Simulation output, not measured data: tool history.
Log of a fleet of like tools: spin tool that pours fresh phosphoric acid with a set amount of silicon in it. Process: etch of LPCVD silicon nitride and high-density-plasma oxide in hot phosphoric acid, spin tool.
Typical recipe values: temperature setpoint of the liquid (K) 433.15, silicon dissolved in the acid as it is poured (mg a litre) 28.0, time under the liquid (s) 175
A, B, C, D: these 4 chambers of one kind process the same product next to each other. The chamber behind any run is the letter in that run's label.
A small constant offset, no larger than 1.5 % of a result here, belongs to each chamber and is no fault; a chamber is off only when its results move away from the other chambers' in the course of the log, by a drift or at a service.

run    day  temperature setpoint of the liquid (K)  silicon dissolved in the acid as it is poured (mg a litre)  time under the liquid (s)  read-back film thickness of the LPCVD silicon nitride reference wafer, read on the same gauge (nm)  read-back film thickness of the high-density-plasma oxide reference wafer, read on the same gauge (nm)  thickness taken off the LPCVD silicon nitride on a monitor wafer (Å)  thickness taken off the high-density-plasma oxide on a monitor wafer (Å)
 1D  0.083                                  433.15                                                        28.0                        175                                                                                              140.01                                                                                                 100.010                                                               141.680                                                                   1.84480
 2A  0.192                                  433.15                                                        28.0                        175                                                                                              140.01                                                                                                 100.000                                                               143.810                                                                   2.26420
 3C  0.354                                  433.15                                                        28.0                        175                                                                                              140.04                                                                                                 100.000                                                               145.630                                                                   1.07790
 4B  0.446                                  433.15                                                        28.0                        175                                                                                              140.01                                                                                                 100.020                                                               148.020                                                                   1.80600
 5C  0.579                                  433.15                                                        28.0                        105                                                                                              140.03                                                                                                 100.000                                                                86.628                                                                   0.83870
 6A  0.725                                  433.15                                                        28.0                        105                                                                                              139.97                                                                                                 100.000                                                                88.219                                                                   0.98045
 7B  0.879                                  433.15                                                        28.0                        105                                                                                              140.01                                                                                                 100.020                                                                89.448                                                                   1.10500
 8D  0.996                                  433.15                                                        28.0                        105                                                                                              140.03                                                                                                  99.997                                                                87.510                                                                   1.22450
 9C  1.133                                  430.15                                                        38.5                        175                                                                                              139.99                                                                                                 100.000                                                               134.630                                                                   1.11080
10B  1.292                                  430.15                                                        38.5                        175                                                                                              140.00                                                                                                  99.987                                                               132.210                                                                   0.62031
11D  1.396                                  430.15                                                        38.5                        175                                                                                              139.99                                                                                                 100.010                                                               129.590                                                                   0.82860
12A  1.533                                  430.15                                                        38.5                        175                                                                                              140.02                                                                                                  99.985                                                               133.180                                                                   0.96049
13A  1.712                                  433.15                                                        28.0                        175                                                                                              140.02                                                                                                  99.984                                                               147.820                                                                   1.49840
14C  1.883                                  433.15                                                        28.0                        175                                                                                              139.98                                                                                                  99.988                                                               145.420                                                                   2.14610
15D  2.012                                  433.15                                                        28.0                        175                                                                                              140.02                                                                                                  99.979                                                               140.620                                                                   1.55640
16B  2.142                                  433.15                                                        28.0                        175                                                                                              139.99                                                                                                 100.000                                                               145.420                                                                   2.06440
17C  2.238                                  433.15                                                        28.0                        175                                                                                              140.01                                                                                                 100.020                                                               146.090                                                                   1.47940
18D  2.412                                  433.15                                                        28.0                        175                                                                                              140.00                                                                                                  99.992                                                               138.930                                                                   1.59930
19B  2.500                                  433.15                                                        28.0                        175                                                                                              140.00                                                                                                  99.973                                                               147.880                                                                   2.20200
20A  2.588                                  433.15                                                        28.0                        175                                                                                              139.99                                                                                                 100.010                                                               147.090                                                                   1.58790
21A  2.700                                  433.15                                                        28.0                        175                                                                                              139.99                                                                                                  99.993                                                               145.560                                                                   1.96340
22B  2.800                                  433.15                                                        28.0                        205                                                                                              139.97                                                                                                 100.010                                                               173.020                                                                   2.15230
23D  2.896                                  433.15                                                        28.0                        205                                                                                              139.98                                                                                                 100.020                                                               159.420                                                                   2.62980
24C  3.058                                  433.15                                                        28.0                        205                                                                                              140.02                                                                                                 100.010                                                               171.180                                                                   1.94580
25B  3.167                                  433.15                                                        28.0                        205                                                                                              139.96                                                                                                  99.993                                                               173.560                                                                   2.42550
26A  3.288                                  433.15                                                        28.0                        175                                                                                              139.99                                                                                                 100.010                                                               148.850                                                                   1.55250
27D  3.371                                  433.15                                                        28.0                        175                                                                                              139.99                                                                                                  99.994                                                               136.490                                                                   1.69600
28C  3.512                                  433.15                                                        28.0                        175                                                                                              140.01                                                                                                 100.020                                                               146.870                                                                   1.57620
29C  3.662                                  433.15                                                        28.0                        175                                                                                              139.97                                                                                                 100.000                                                               145.270                                                                   2.29650
30D  3.800                                  433.15                                                        28.0                        175                                                                                              140.01                                                                                                  99.992                                                               138.140                                                                   1.24170
31B  3.921                                  433.15                                                        28.0                        175                                                                                              140.03                                                                                                  99.989                                                               148.410                                                                   2.14270

What goes on in this fleet: one chamber off, a drifting gauge, or nothing beyond the chambers' own small offsets? Name the chamber and the cause, if any.

It is chamber D that slowly wanders off from its peers.
Likeliest cause: temperature lost on the way to the wafer (K) = 2.05.
Not necessarily distinguishable in this log from: liquid colder than its thermometer reads (K).

Chamber D could run next with any of the 4 candidate recipes listed below; each alters the usual settings, and their results appear as question marks. Which one brings its results back in line with what the other chambers deliver on the usual settings?
Counts as in line when no further than this from what the other chambers average on the usual settings: thickness taken off the LPCVD silicon nitride on a monitor wafer (Å) 4.900; thickness taken off the high-density-plasma oxide on a monitor wafer (Å) 1.30000
32D-1  4.046                                  433.15                                                        29.5                        160                                                                                                                                                                                                                                                                                 ?                                                                         ?
32D-2  4.046                                  433.15                                                        27.5                        180                                                                                                                                                                                                                                                                                 ?                                                                         ?
32D-3  4.046                                  433.15                                                        28.5                        170                                                                                                                                                                                                                                                                                 ?                                                                         ?
32D-4  4.046                                  433.15                                                        26.5                        190                                                                                                                                                                                                                                                                                 ?                                                                         ?

Mean of the other chambers on the usual settings: thickness taken off the LPCVD silicon nitride on a monitor wafer (Å) 146.890; thickness taken off the high-density-plasma oxide on a monitor wafer (Å) 1.86880
  run  thickness taken off the LPCVD silicon nitride on a monitor wafer (Å)  thickness taken off the high-density-plasma oxide on a monitor wafer (Å)
32D-1                                                               123.990                                                                   1.34740
32D-2                                                               139.490                                                                   1.63470
32D-3                                                               131.740                                                                   1.48770
32D-4                                                               147.240                                                                   1.78830
The right change is 32D-4: it brings the chamber back within the allowed miss of the others.

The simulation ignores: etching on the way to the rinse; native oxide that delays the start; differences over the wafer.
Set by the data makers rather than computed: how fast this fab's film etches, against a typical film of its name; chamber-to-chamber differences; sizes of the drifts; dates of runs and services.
